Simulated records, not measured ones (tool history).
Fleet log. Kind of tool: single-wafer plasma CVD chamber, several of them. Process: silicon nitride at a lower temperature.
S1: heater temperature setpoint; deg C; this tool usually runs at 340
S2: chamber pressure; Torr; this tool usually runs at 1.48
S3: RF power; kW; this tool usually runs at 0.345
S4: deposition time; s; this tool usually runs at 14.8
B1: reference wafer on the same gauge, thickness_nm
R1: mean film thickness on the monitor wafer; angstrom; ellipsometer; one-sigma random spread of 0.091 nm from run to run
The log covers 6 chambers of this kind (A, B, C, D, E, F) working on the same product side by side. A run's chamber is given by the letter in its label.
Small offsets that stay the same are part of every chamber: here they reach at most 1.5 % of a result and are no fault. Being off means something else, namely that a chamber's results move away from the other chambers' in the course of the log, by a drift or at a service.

{"run": "1A", "day": 0.229, "S1": 340, "S2": 1.48, "S3": 0.345, "S4": 14.8, "B1": 21.999, "R1": 188.51}
{"run": "2F", "day": 0.504, "S1": 340, "S2": 1.48, "S3": 0.345, "S4": 14.8, "B1": 21.982, "R1": 187.54}
{"run": "3C", "day": 0.638, "S1": 340, "S2": 1.48, "S3": 0.345, "S4": 14.8, "B1": 21.983, "R1": 188.59}
{"run": "4E", "day": 0.767, "S1": 340, "S2": 1.48, "S3": 0.345, "S4": 14.8, "B1": 22.005, "R1": 186.07}
{"run": "5D", "day": 0.954, "S1": 340, "S2": 1.48, "S3": 0.345, "S4": 14.8, "B1": 21.999, "R1": 188.63}
{"run": "6B", "day": 1.083, "S1": 340, "S2": 1.48, "S3": 0.345, "S4": 14.8, "B1": 22.002, "R1": 184.61}
{"run": "7E", "day": 1.296, "S1": 340, "S2": 1.48, "S3": 0.345, "S4": 14.8, "B1": 21.996, "R1": 186.09}
{"run": "8C", "day": 1.454, "S1": 340, "S2": 1.48, "S3": 0.345, "S4": 14.8, "B1": 22.004, "R1": 186.26}
{"run": "9B", "day": 1.667, "S1": 340, "S2": 1.48, "S3": 0.345, "S4": 14.8, "B1": 21.993, "R1": 185.22}
{"run": "10A", "day": 1.858, "S1": 340, "S2": 1.48, "S3": 0.345, "S4": 14.8, "B1": 22.003, "R1": 189.48}
{"run": "11F", "day": 2.021, "S1": 340, "S2": 1.48, "S3": 0.345, "S4": 14.8, "B1": 22.03, "R1": 187.54}
{"run": "12D", "day": 2.254, "S1": 340, "S2": 1.82, "S3": 0.345, "S4": 16.2, "B1": 21.989, "R1": 219.03}
{"run": "13E", "day": 2.504, "S1": 340, "S2": 1.82, "S3": 0.345, "S4": 16.2, "B1": 22.01, "R1": 219.47}
{"run": "14C", "day": 2.712, "S1": 340, "S2": 1.82, "S3": 0.345, "S4": 16.2, "B1": 22.003, "R1": 217.89}
{"run": "15D", "day": 2.979, "S1": 340, "S2": 1.82, "S3": 0.345, "S4": 16.2, "B1": 22.004, "R1": 218.6}
{"run": "16B", "day": 3.175, "S1": 340, "S2": 1.82, "S3": 0.345, "S4": 16.2, "B1": 21.986, "R1": 215.34}
{"run": "17A", "day": 3.321, "S1": 340, "S2": 1.82, "S3": 0.345, "S4": 16.2, "B1": 21.991, "R1": 217.51}
{"run": "18F", "day": 3.546, "S1": 340, "S2": 1.48, "S3": 0.345, "S4": 14.8, "B1": 22.022, "R1": 188.16}
{"run": "19E", "day": 3.821, "S1": 340, "S2": 1.48, "S3": 0.345, "S4": 14.8, "B1": 22.01, "R1": 187.22}
{"run": "20D", "day": 3.967, "S1": 340, "S2": 1.48, "S3": 0.345, "S4": 14.8, "B1": 22.015, "R1": 189.12}
{"run": "21C", "day": 4.096, "S1": 340, "S2": 1.48, "S3": 0.345, "S4": 14.8, "B1": 21.996, "R1": 186.63}
{"run": "22B", "day": 4.358, "S1": 340, "S2": 1.48, "S3": 0.345, "S4": 14.8, "B1": 21.991, "R1": 186.53}
{"run": "23F", "day": 4.592, "S1": 340, "S2": 1.48, "S3": 0.345, "S4": 14.8, "B1": 21.989, "R1": 188.54}
{"run": "24A", "day": 4.858, "S1": 340, "S2": 1.48, "S3": 0.345, "S4": 14.8, "B1": 22.013, "R1": 184.76}
{"run": "25A", "day": 5.058, "S1": 340, "S2": 1.48, "S3": 0.345, "S4": 14.8, "B1": 22.018, "R1": 185.03}
{"run": "26E", "day": 5.338, "S1": 340, "S2": 1.48, "S3": 0.345, "S4": 14.8, "B1": 22.017, "R1": 187.57}
{"run": "27F", "day": 5.571, "S1": 340, "S2": 1.48, "S3": 0.345, "S4": 14.8, "B1": 22.004, "R1": 189.06}
{"run": "28D", "day": 5.708, "S1": 340, "S2": 1.48, "S3": 0.345, "S4": 14.8, "B1": 21.991, "R1": 190.75}
{"run": "29C", "day": 5.975, "S1": 340, "S2": 1.48, "S3": 0.345, "S4": 14.8, "B1": 22.007, "R1": 187.56}
{"run": "30B", "day": 6.196, "S1": 340, "S2": 1.48, "S3": 0.345, "S4": 14.8, "B1": 22.002, "R1": 184.48}
{"run": "31E", "day": 6.462, "S1": 329, "S2": 1.48, "S3": 0.345, "S4": 14.8, "B1": 21.997, "R1": 189.41}
{"run": "32D", "day": 6.671, "S1": 329, "S2": 1.48, "S3": 0.345, "S4": 14.8, "B1": 22.002, "R1": 189.46}
{"run": "33C", "day": 6.796, "S1": 329, "S2": 1.48, "S3": 0.345, "S4": 14.8, "B1": 22.026, "R1": 187.33}
{"run": "34B", "day": 7.021, "S1": 329, "S2": 1.48, "S3": 0.345, "S4": 14.8, "B1": 21.985, "R1": 185.21}
{"run": "35F", "day": 7.296, "S1": 329, "S2": 1.48, "S3": 0.345, "S4": 14.8, "B1": 22.008, "R1": 188.36}
{"run": "36A", "day": 7.479, "S1": 329, "S2": 1.48, "S3": 0.345, "S4": 14.8, "B1": 22.025, "R1": 182.27}

For the next run the whole fleet of 6 chambers uses the same settings. Give each chamber's results:
{"run": "37A", "day": 7.679, "S1": 340, "S2": 1.48, "S3": 0.345, "S4": 13.4, "R1": "?"}
{"run": "37B", "day": 7.679, "S1": 340, "S2": 1.48, "S3": 0.345, "S4": 13.4, "R1": "?"}
{"run": "37C", "day": 7.679, "S1": 340, "S2": 1.48, "S3": 0.345, "S4": 13.4, "R1": "?"}
{"run": "37D", "day": 7.679, "S1": 340, "S2": 1.48, "S3": 0.345, "S4": 13.4, "R1": "?"}
{"run": "37E", "day": 7.679, "S1": 340, "S2": 1.48, "S3": 0.345, "S4": 13.4, "R1": "?"}
{"run": "37F", "day": 7.679, "S1": 340, "S2": 1.48, "S3": 0.345, "S4": 13.4, "R1": "?"}

run=37A R1=163.55
run=37B R1=167.75
run=37C R1=170.52
run=37D R1=171.52
run=37E R1=169.47
run=37F R1=170.88

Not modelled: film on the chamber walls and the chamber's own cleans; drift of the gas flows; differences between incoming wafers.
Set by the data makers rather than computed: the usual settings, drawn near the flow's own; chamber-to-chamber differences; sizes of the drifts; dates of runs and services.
